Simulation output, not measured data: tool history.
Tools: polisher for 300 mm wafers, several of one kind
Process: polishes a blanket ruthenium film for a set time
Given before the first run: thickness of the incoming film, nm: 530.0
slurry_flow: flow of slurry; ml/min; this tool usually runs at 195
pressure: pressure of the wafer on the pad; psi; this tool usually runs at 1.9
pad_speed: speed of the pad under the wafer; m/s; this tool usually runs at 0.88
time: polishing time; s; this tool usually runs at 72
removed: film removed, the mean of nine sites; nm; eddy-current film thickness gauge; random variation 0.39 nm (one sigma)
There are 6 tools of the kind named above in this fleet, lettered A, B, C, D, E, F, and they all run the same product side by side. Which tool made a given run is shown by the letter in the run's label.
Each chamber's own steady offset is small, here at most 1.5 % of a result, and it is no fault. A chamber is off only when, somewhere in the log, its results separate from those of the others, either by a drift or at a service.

run,hour,slurry_flow,pressure,pad_speed,time,removed
# hour 2.9: chamber A: worn pad replaced by a new one
# hour 5.8: chamber A: slurry nozzle cleaned
1F,8.7,195,1.9,0.88,72,56.101
2B,16.6,195,1.9,0.88,72,56.077
# hour 20.8: chamber B: worn pad replaced by a new one
3C,24.8,195,1.9,0.88,72,56.226
4E,29.2,195,1.9,0.88,72,57.279
# hour 31.2: chamber C: worn pad replaced by a new one
5D,37.3,195,1.9,0.88,72,56.645
# hour 41.5: chamber D: worn pad replaced by a new one
6A,42.1,195,1.9,0.88,72,56.469
# hour 44.8: chamber D: slurry nozzle cleaned
7F,48.2,195,1.9,0.88,72,56.916
8E,55.2,195,1.9,0.88,72,57.267
9D,61.2,195,1.9,0.88,72,56.578
# hour 62.8: chamber C: head pressure recalibrated
10C,70.4,130,1.9,0.74,72,43.784
# hour 73.6: chamber B: worn pad replaced by a new one
# hour 76.7: chamber A: head pressure recalibrated
11A,78.8,130,1.9,0.74,72,44.021
# hour 82.2: chamber E: worn pad replaced by a new one
12B,84.0,130,1.9,0.74,72,43.370
# hour 86.6: chamber F: worn pad replaced by a new one
13E,89.9,130,1.9,0.74,72,44.196
# hour 93.1: chamber D: worn pad replaced by a new one
# hour 95.0: chamber E: slurry nozzle cleaned
14D,97.8,130,1.9,0.74,72,44.161
# hour 99.4: chamber A: worn pad replaced by a new one
15B,103.5,130,1.9,0.74,72,43.394
16F,109.9,195,1.9,0.88,72,56.564
17A,119.0,195,1.9,0.88,72,56.179
# hour 119.8: chamber C: slurry nozzle cleaned
# hour 126.7: chamber C: worn pad replaced by a new one
18C,126.9,195,1.9,0.88,72,56.215
# hour 129.5: chamber B: worn pad replaced by a new one
19B,135.8,195,1.9,0.88,72,54.506
# hour 139.5: chamber D: worn pad replaced by a new one
20F,142.7,195,1.9,0.88,72,56.488
21E,148.0,195,1.9,0.88,72,56.595
22C,153.2,195,1.9,0.88,72,56.130
23D,159.0,195,1.9,0.88,72,56.672
24A,165.0,195,1.9,0.88,72,56.381
25E,170.8,140,1.9,0.88,81,60.683
# hour 176.4: chamber B: worn pad replaced by a new one
# hour 177.9: chamber E: worn pad replaced by a new one
26D,179.9,140,1.9,0.88,81,60.447
27A,185.8,140,1.9,0.88,81,59.668
28F,191.0,140,1.9,0.88,81,60.625
# hour 196.0: chamber D: worn pad replaced by a new one
29B,199.1,140,1.9,0.88,81,56.480
# hour 199.8: chamber F: worn pad replaced by a new one
# hour 206.2: chamber A: worn pad replaced by a new one
30C,207.2,140,1.9,0.88,81,59.782
# hour 209.5: chamber C: worn pad replaced by a new one
31F,211.8,195,1.9,0.88,72,56.841
32D,219.2,195,1.9,0.88,72,55.423
33E,226.4,195,1.9,0.70,72,45.404
34C,232.4,195,1.9,0.70,72,44.403
# hour 234.4: chamber B: worn pad replaced by a new one
35B,240.8,195,1.9,0.70,72,41.467
36A,249.6,195,1.9,0.70,72,43.928
37A,256.8,195,1.9,0.70,72,44.191

The same settings go to every chamber for the next run, one line per chamber below. Forecast the results for each:
38A,263.6,195,1.9,0.88,72,?
38B,263.6,195,1.9,0.88,72,?
38C,263.6,195,1.9,0.88,72,?
38D,263.6,195,1.9,0.88,72,?
38E,263.6,195,1.9,0.88,72,?
38F,263.6,195,1.9,0.88,72,?

run,removed
38A,56.232
38B,51.477
38C,56.328
38D,56.444
38E,56.348
38F,57.437

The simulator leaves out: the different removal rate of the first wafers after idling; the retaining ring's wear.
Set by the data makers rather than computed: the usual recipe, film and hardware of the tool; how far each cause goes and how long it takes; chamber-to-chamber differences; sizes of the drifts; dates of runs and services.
